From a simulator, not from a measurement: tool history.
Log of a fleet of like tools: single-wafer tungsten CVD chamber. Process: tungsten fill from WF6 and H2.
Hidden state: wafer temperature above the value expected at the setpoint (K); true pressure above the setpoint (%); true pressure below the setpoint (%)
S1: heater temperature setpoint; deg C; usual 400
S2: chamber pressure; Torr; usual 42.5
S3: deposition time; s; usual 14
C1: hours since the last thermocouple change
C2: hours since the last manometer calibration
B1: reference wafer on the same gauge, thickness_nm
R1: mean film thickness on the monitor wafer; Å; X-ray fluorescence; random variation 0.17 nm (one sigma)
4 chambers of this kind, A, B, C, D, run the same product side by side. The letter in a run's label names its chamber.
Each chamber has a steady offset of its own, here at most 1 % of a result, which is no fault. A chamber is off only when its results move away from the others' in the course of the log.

| run | day | S1 | S2 | S3 | C1 | C2 | B1 | R1 |
|---|---|---|---|---|---|---|---|---|
| 1B | 0.596 | 400 | 42.5 | 14 | 752.1 | 364 | 46.688 | 473.65 |
| 2A | 1.054 | 400 | 42.5 | 14 | 761.7 | 244.2 | 46.668 | 478.61 |
|  | 1.338 | chamber C: capacitance manometer re-zeroed and calibrated |
| 3D | 1.517 | 400 | 42.5 | 14 | 212 | 196.7 | 46.655 | 476.38 |
| 4C | 2.062 | 400 | 42.5 | 14 | 737.4 | 17.4 | 46.682 | 477.25 |
| 5A | 2.658 | 400 | 42.5 | 14 | 800.2 | 282.7 | 46.727 | 480.17 |
| 6B | 3.262 | 400 | 42.5 | 14 | 816.1 | 428 | 46.68 | 471.77 |
| 7C | 3.938 | 400 | 42.5 | 14 | 782.4 | 62.4 | 46.724 | 478.85 |
| 8D | 4.554 | 400 | 42.5 | 14 | 284.9 | 269.6 | 46.683 | 476.82 |
| 9D | 5.079 | 400 | 42.5 | 14 | 297.5 | 282.2 | 46.691 | 475.18 |
| 10B | 5.638 | 400 | 42.5 | 14 | 873.1 | 485 | 46.686 | 474.05 |
| 11C | 6.162 | 400 | 38.7 | 15.7 | 835.8 | 115.8 | 46.757 | 510.73 |
| 12A | 6.708 | 400 | 38.7 | 15.7 | 897.4 | 379.9 | 46.658 | 518.2 |
| 13D | 7.021 | 400 | 38.7 | 15.7 | 344.1 | 328.8 | 46.696 | 512.68 |
| 14C | 7.504 | 400 | 38.7 | 15.7 | 868 | 148 | 46.722 | 512.5 |
| 15B | 8.088 | 400 | 42.5 | 14 | 931.9 | 543.8 | 46.711 | 472.59 |
| 16A | 8.492 | 400 | 42.5 | 14 | 940.2 | 422.7 | 46.67 | 487.33 |
| 17D | 9.017 | 400 | 42.5 | 14 | 392 | 376.7 | 46.721 | 476.95 |
| 18B | 9.671 | 400 | 52.9 | 13.1 | 969.9 | 581.8 | 46.685 | 489.59 |
| 19C | 10.062 | 400 | 52.9 | 13.1 | 929.4 | 209.4 | 46.696 | 496.08 |
| 20A | 10.592 | 400 | 52.9 | 13.1 | 990.6 | 473.1 | 46.712 | 507.05 |
| 21D | 10.979 | 400 | 52.9 | 13.1 | 439.1 | 423.8 | 46.733 | 497.47 |
| 22A | 11.342 | 400 | 42.5 | 14 | 1008.6 | 491.1 | 46.699 | 489.34 |
| 23C | 11.646 | 400 | 42.5 | 14 | 967.4 | 247.4 | 46.67 | 474.65 |
| 24B | 12.325 | 400 | 42.5 | 14 | 1033.6 | 645.5 | 46.728 | 472.41 |
| 25A | 12.629 | 407 | 36.2 | 14 | 1039.5 | 522 | 46.683 | 517.31 |

All 4 chambers run these settings next. Forecast each chamber's results:
| 26A | 13.121 | 408 | 42.5 | 14 |  |  |  | ? |
| 26B | 13.121 | 408 | 42.5 | 14 |  |  |  | ? |
| 26C | 13.121 | 408 | 42.5 | 14 |  |  |  | ? |
| 26D | 13.121 | 408 | 42.5 | 14 |  |  |  | ? |

| run | R1 |
|---|---|
| 26A | 570.13 |
| 26B | 543.13 |
| 26C | 547.69 |
| 26D | 553.55 |

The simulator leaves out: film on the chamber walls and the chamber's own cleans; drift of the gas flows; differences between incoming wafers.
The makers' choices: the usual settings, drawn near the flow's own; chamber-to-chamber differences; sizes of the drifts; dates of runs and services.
